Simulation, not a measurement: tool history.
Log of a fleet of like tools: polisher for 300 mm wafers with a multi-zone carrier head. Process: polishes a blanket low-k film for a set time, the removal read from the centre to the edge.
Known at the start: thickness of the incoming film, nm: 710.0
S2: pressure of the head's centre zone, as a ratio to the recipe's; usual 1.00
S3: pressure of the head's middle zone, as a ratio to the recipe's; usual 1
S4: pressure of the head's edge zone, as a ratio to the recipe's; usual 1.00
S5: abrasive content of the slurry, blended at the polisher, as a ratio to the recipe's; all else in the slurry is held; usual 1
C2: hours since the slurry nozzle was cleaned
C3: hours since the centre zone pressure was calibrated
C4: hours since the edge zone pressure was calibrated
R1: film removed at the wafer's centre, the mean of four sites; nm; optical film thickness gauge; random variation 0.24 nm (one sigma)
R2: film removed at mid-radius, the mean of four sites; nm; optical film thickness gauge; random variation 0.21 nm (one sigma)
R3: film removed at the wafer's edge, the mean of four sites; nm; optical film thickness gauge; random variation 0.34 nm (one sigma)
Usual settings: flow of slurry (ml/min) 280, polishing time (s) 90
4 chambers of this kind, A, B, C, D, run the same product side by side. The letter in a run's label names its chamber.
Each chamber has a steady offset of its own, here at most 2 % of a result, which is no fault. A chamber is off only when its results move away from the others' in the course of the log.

At day 0.254: chamber B: slurry nozzle cleaned.
Run 1B, day 0.321: usual settings; wafers polished on this pad 512; C2 1.6; C3 200.3; C4 228.1. Result: R1 28.893 nm, R2 29.323 nm, R3 29.168 nm.
At day 0.475: chamber C: worn pad replaced by a new one.
Run 2D, day 0.596: usual settings; wafers polished on this pad 106; C2 362.6; C3 596.6; C4 229.8. Result: R1 29.533 nm, R2 29.737 nm, R3 29.690 nm.
At day 0.783: chamber C: edge zone pressure recalibrated.
Run 3C, day 0.875: usual settings; wafers polished on this pad 68; C2 287.8; C3 73.1; C4 2.2. Result: R1 28.610 nm, R2 29.462 nm, R3 28.890 nm.
Run 4A, day 1.175: usual settings; wafers polished on this pad 1157; C2 102.5; C3 831.6; C4 939.9. Result: R1 28.910 nm, R2 29.487 nm, R3 29.213 nm.
Run 5C, day 1.467: usual settings; wafers polished on this pad 168; C2 302.0; C3 87.3; C4 16.4. Result: R1 28.956 nm, R2 29.670 nm, R3 29.204 nm.
Run 6D, day 1.700: usual settings; wafers polished on this pad 294; C2 389.1; C3 623.1; C4 256.3. Result: R1 29.699 nm, R2 29.516 nm, R3 29.566 nm.
Run 7A, day 2.042: usual settings; wafers polished on this pad 1304; C2 123.3; C3 852.4; C4 960.7. Result: R1 29.451 nm, R2 29.559 nm, R3 29.809 nm.
Run 8B, day 2.321: usual settings; wafers polished on this pad 851; C2 49.6; C3 248.3; C4 276.1. Result: R1 28.983 nm, R2 29.161 nm, R3 28.899 nm.
Run 9B, day 2.575: usual settings; wafers polished on this pad 894; C2 55.7; C3 254.4; C4 282.2. Result: R1 28.548 nm, R2 29.533 nm, R3 28.932 nm.
Run 10A, day 2.946: usual settings; wafers polished on this pad 1458; C2 145.0; C3 874.1; C4 982.4. Result: R1 29.017 nm, R2 29.333 nm, R3 29.457 nm.
Run 11D, day 3.125: usual settings; wafers polished on this pad 536; C2 423.3; C3 657.3; C4 290.5. Result: R1 29.956 nm, R2 29.735 nm, R3 29.940 nm.
Run 12C, day 3.467: usual settings; wafers polished on this pad 508; C2 350.0; C3 135.3; C4 64.4. Result: R1 28.528 nm, R2 29.793 nm, R3 28.562 nm.
At day 3.521: chamber D: worn pad replaced by a new one.
Run 13D, day 3.800: usual settings; wafers polished on this pad 47; C2 439.5; C3 673.5; C4 306.7. Result: R1 29.635 nm, R2 29.587 nm, R3 30.012 nm.
Run 14B, day 4.017: usual settings; wafers polished on this pad 1139; C2 90.3; C3 289.0; C4 316.8. Result: R1 28.896 nm, R2 29.069 nm, R3 28.979 nm.
At day 4.321: chamber A: worn pad replaced by a new one.
Run 15C, day 4.375: usual settings; wafers polished on this pad 662; C2 371.8; C3 157.1; C4 86.2. Result: R1 28.702 nm, R2 29.502 nm, R3 28.001 nm.
Run 16A, day 4.667: usual settings; wafers polished on this pad 59; C2 186.3; C3 915.4; C4 1023.7. Result: R1 28.857 nm, R2 29.265 nm, R3 28.898 nm.
Run 17D, day 4.858: usual settings; wafers polished on this pad 227; C2 464.9; C3 698.9; C4 332.1. Result: R1 29.737 nm, R2 29.338 nm, R3 29.057 nm.
At day 4.912: chamber D: centre zone pressure recalibrated.
Run 18B, day 5.179: usual settings; wafers polished on this pad 1336; C2 118.2; C3 316.9; C4 344.7. Result: R1 28.980 nm, R2 29.379 nm, R3 29.193 nm.
Run 19C, day 5.379: usual settings but polishing time (s) 65; wafers polished on this pad 832; C2 395.9; C3 181.2; C4 110.3. Result: R1 20.319 nm, R2 20.989 nm, R3 20.496 nm.
Run 20A, day 5.575: usual settings but polishing time (s) 65; wafers polished on this pad 213; C2 208.1; C3 937.2; C4 1045.5. Result: R1 20.646 nm, R2 21.190 nm, R3 21.315 nm.
Run 21D, day 5.767: usual settings but polishing time (s) 65; wafers polished on this pad 381; C2 486.7; C3 20.5; C4 353.9. Result: R1 21.341 nm, R2 21.338 nm, R3 21.387 nm.
Run 22B, day 6.000: usual settings but polishing time (s) 65; wafers polished on this pad 1475; C2 137.9; C3 336.6; C4 364.4. Result: R1 20.835 nm, R2 21.090 nm, R3 21.212 nm.
Run 23C, day 6.350: usual settings; wafers polished on this pad 997; C2 419.2; C3 204.5; C4 133.6. Result: R1 28.058 nm, R2 28.894 nm, R3 28.343 nm.
Run 24A, day 6.533: usual settings; wafers polished on this pad 375; C2 231.1; C3 960.2; C4 1068.5. Result: R1 29.012 nm, R2 29.355 nm, R3 29.210 nm.
At day 6.621: chamber D: worn pad replaced by a new one.
Run 25D, day 6.829: usual settings; wafers polished on this pad 35; C2 512.2; C3 46.0; C4 379.4. Result: R1 30.073 nm, R2 29.349 nm, R3 30.315 nm.
At day 7.067: chamber B: worn pad replaced by a new one.
Run 26B, day 7.150: usual settings; wafers polished on this pad 14; C2 165.5; C3 364.2; C4 392.0. Result: R1 29.363 nm, R2 29.339 nm, R3 29.608 nm.
At day 7.292: chamber B: edge zone pressure recalibrated.
Run 27A, day 7.325: usual settings but S4 0.93, polishing time (s) 110; wafers polished on this pad 510; C2 250.1; C3 979.2; C4 1087.5. Result: R1 35.079 nm, R2 36.036 nm, R3 35.051 nm.
Run 28C, day 7.508: usual settings but S4 0.93, polishing time (s) 110; wafers polished on this pad 1193; C2 447.0; C3 232.3; C4 161.4. Result: R1 34.457 nm, R2 34.634 nm, R3 33.119 nm.
At day 7.592: chamber C: worn pad replaced by a new one.
Run 29D, day 7.867: usual settings but S4 0.93, polishing time (s) 110; wafers polished on this pad 211; C2 537.1; C3 70.9; C4 404.3. Result: R1 36.137 nm, R2 35.582 nm, R3 34.302 nm.
Run 30C, day 8.146: usual settings but S4 0.93, polishing time (s) 110; wafers polished on this pad 94; C2 462.3; C3 247.6; C4 176.7. Result: R1 33.564 nm, R2 34.722 nm, R3 32.522 nm.
Run 31B, day 8.525: usual settings; wafers polished on this pad 247; C2 198.5; C3 397.2; C4 29.6. Result: R1 29.277 nm, R2 29.467 nm, R3 28.790 nm.

What goes on in this fleet: one chamber off, a drifting gauge, or nothing beyond the chambers' own small offsets? Name the chamber and the cause, if any.

Chamber C drifts away from the others.
Cause: slurry flow missing at the pad, % = 40.2.

Here are 4 candidates for chamber C's next run, each the usual settings with a change, their results left as question marks. Which one brings its results back in line with what the others give on the usual settings?
In line means no further than this from the other chambers' mean on the usual settings: R1 0.850 nm; R2 0.720 nm; R3 1.200 nm
Run 32C-1, day 8.804: usual settings but S2 0.99, polishing time (s) 88. Result: R1 ?, R2 ?, R3 ?.
Run 32C-2, day 8.804: usual settings but S2 1.01, polishing time (s) 92. Result: R1 ?, R2 ?, R3 ?.
Run 32C-3, day 8.804: usual settings but flow of slurry (ml/min) 285, S2 1.02, S3 0.99, polishing time (s) 95. Result: R1 ?, R2 ?, R3 ?.
Run 32C-4, day 8.804: usual settings but flow of slurry (ml/min) 275, S2 0.98, S3 1.01, polishing time (s) 85. Result: R1 ?, R2 ?, R3 ?.

The other chambers' mean on the usual settings: R1 29.260 nm; R2 29.436 nm; R3 29.304 nm
  run      R1      R2      R3
32C-1  25.979  27.115  26.912
32C-2  27.764  28.345  28.135
32C-3  29.075  29.086  29.119
32C-4  24.731  26.351  25.933
32C-3 brings the chamber back in line.

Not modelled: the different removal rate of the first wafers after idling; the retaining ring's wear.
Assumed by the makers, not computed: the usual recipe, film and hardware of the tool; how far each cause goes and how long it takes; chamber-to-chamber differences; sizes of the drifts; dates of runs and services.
